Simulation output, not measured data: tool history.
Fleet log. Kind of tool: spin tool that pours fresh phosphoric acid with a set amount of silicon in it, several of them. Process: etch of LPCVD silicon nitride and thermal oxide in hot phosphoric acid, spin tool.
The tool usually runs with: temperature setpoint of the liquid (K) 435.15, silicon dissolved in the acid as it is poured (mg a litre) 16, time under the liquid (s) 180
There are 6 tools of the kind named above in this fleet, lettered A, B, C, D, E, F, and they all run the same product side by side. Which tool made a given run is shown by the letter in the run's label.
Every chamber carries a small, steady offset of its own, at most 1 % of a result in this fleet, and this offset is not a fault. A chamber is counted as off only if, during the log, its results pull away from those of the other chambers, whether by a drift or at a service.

run   hour  temperature setpoint of the liquid (K)  silicon dissolved in the acid as it is poured (mg a litre)  time under the liquid (s)  read-back film thickness of the LPCVD silicon nitride reference wafer, read on the same gauge (nm)  read-back film thickness of the thermal oxide reference wafer, read on the same gauge (nm)  thickness taken off the LPCVD silicon nitride on a monitor wafer (nm)  thickness taken off the thermal oxide on a monitor wafer (nm)
 1C    5.4                                  435.15                                                          16                        180                                                                                              130.01                                                                                      29.983                                                                 18.266                                                        0.37391
 2B   10.8                                  435.15                                                          16                        180                                                                                              130.04                                                                                      29.984                                                                 18.288                                                        0.38922
 3D   16.2                                  435.15                                                          16                        180                                                                                              130.01                                                                                      30.048                                                                 18.326                                                        0.41339
 4A   20.4                                  435.15                                                          16                        180                                                                                              130.01                                                                                      30.046                                                                 18.521                                                        0.39762
 5E     24                                  435.15                                                          16                        180                                                                                              130.01                                                                                      30.017                                                                 18.525                                                        0.41381
 6F   28.8                                  435.15                                                          16                        180                                                                                              130.02                                                                                      30.011                                                                 18.353                                                        0.36172
 7E   31.6                                  435.15                                                          28                        180                                                                                              129.97                                                                                      29.975                                                                 18.664                                                        0.25155
 8C   36.5                                  435.15                                                          28                        180                                                                                                 130                                                                                       30.02                                                                 18.287                                                        0.29543
 9A   40.2                                  435.15                                                          28                        180                                                                                              130.03                                                                                      30.021                                                                 18.484                                                        0.27049
10B   43.7                                  435.15                                                          28                        180                                                                                              130.01                                                                                      29.995                                                                 18.434                                                        0.29172
11D     48                                  435.15                                                          28                        180                                                                                              130.03                                                                                      29.988                                                                 18.323                                                        0.29839
12F   51.3                                  435.15                                                          28                        180                                                                                              129.98                                                                                      30.032                                                                  18.49                                                        0.27803
13F   56.2                                  435.15                                                          16                        180                                                                                              129.98                                                                                       30.03                                                                 18.782                                                        0.45004
      60.7  -- chamber A: thermometer replaced
14B   60.7                                  435.15                                                          16                        180                                                                                              130.01                                                                                      30.033                                                                 18.331                                                        0.33816
15A   67.1                                  435.15                                                          16                        180                                                                                              129.97                                                                                      29.969                                                                 18.595                                                        0.46553
16E   71.7                                  435.15                                                          16                        180                                                                                                 130                                                                                      29.986                                                                 18.358                                                        0.41011
17D     76                                  435.15                                                          16                        180                                                                                              129.98                                                                                      30.025                                                                 18.398                                                        0.42531
18C   81.1                                  435.15                                                           8                        180                                                                                              129.97                                                                                       29.99                                                                 18.531                                                        0.49084
19B   86.9                                  435.15                                                           8                        180                                                                                              129.97                                                                                      30.025                                                                 18.427                                                        0.44415
20A   90.5                                  435.15                                                           8                        180                                                                                              129.98                                                                                      30.027                                                                 18.535                                                        0.42714
21F   95.2                                  435.15                                                           8                        180                                                                                                 130                                                                                      30.027                                                                 18.665                                                        0.51933
22C     99                                  435.15                                                           8                        180                                                                                                 130                                                                                      30.011                                                                 18.395                                                        0.52365
23D  101.8                                  435.15                                                           8                        180                                                                                              129.99                                                                                      29.981                                                                 18.353                                                        0.50889
24E  107.6                                  435.15                                                          16                        180                                                                                              129.99                                                                                      29.999                                                                 18.644                                                        0.43575
25E  113.9                                  433.15                                                         7.5                        180                                                                                                 130                                                                                      29.962                                                                 17.355                                                        0.51954
26B  118.1                                  433.15                                                         7.5                        180                                                                                              130.03                                                                                       30.05                                                                 17.018                                                        0.47103
27C  123.5                                  433.15                                                         7.5                        180                                                                                              129.97                                                                                      29.983                                                                 17.203                                                        0.39945
28D  128.3                                  433.15                                                         7.5                        180                                                                                                 130                                                                                      29.996                                                                 17.254                                                        0.47202
29F  133.3                                  433.15                                                         7.5                        180                                                                                              130.01                                                                                      29.993                                                                 17.273                                                        0.46323
30A  136.4                                  433.15                                                         7.5                        180                                                                                              129.97                                                                                      30.035                                                                 17.339                                                        0.47264
31C  142.8                                  435.15                                                          16                        180                                                                                              130.01                                                                                      30.002                                                                 18.196                                                        0.40878
32A  149.2                                  435.15                                                          16                        180                                                                                              129.99                                                                                      30.001                                                                 18.843                                                         0.4507
33B    153                                  435.15                                                          16                        180                                                                                              130.01                                                                                      30.004                                                                 18.524                                                        0.39969
34F  158.6                                  435.15                                                          16                        180                                                                                              129.97                                                                                      30.009                                                                 18.293                                                        0.40785
35D  162.3                                  435.15                                                          16                        180                                                                                              130.03                                                                                      29.975                                                                  18.34                                                        0.39446
36E  167.2                                  435.15                                                          16                        180                                                                                                 130                                                                                      29.966                                                                 18.594                                                        0.42665
37B  171.9                                  435.15                                                          16                        180                                                                                                 130                                                                                      30.011                                                                 18.376                                                        0.42203
38C  174.7                                  435.15                                                          16                        180                                                                                              129.99                                                                                      30.017                                                                 18.465                                                        0.42024

The same settings go to every chamber for the next run, one line per chamber below. Forecast the results for each:
39A  179.4                                  435.15                                                          16                         90                                                                                                                                                                                                                                                                      ?                                                              ?
39B  179.4                                  435.15                                                          16                         90                                                                                                                                                                                                                                                                      ?                                                              ?
39C  179.4                                  435.15                                                          16                         90                                                                                                                                                                                                                                                                      ?                                                              ?
39D  179.4                                  435.15                                                          16                         90                                                                                                                                                                                                                                                                      ?                                                              ?
39E  179.4                                  435.15                                                          16                         90                                                                                                                                                                                                                                                                      ?                                                              ?
39F  179.4                                  435.15                                                          16                         90                                                                                                                                                                                                                                                                      ?                                                              ?

run  thickness taken off the LPCVD silicon nitride on a monitor wafer (nm)  thickness taken off the thermal oxide on a monitor wafer (nm)
39A                                                                 9.3333                                                        0.21222
39B                                                                 9.1884                                                        0.17686
39C                                                                 9.1459                                                        0.18316
39D                                                                 9.0542                                                        0.21296
39E                                                                 9.1995                                                        0.22824
39F                                                                 9.1638                                                        0.16986
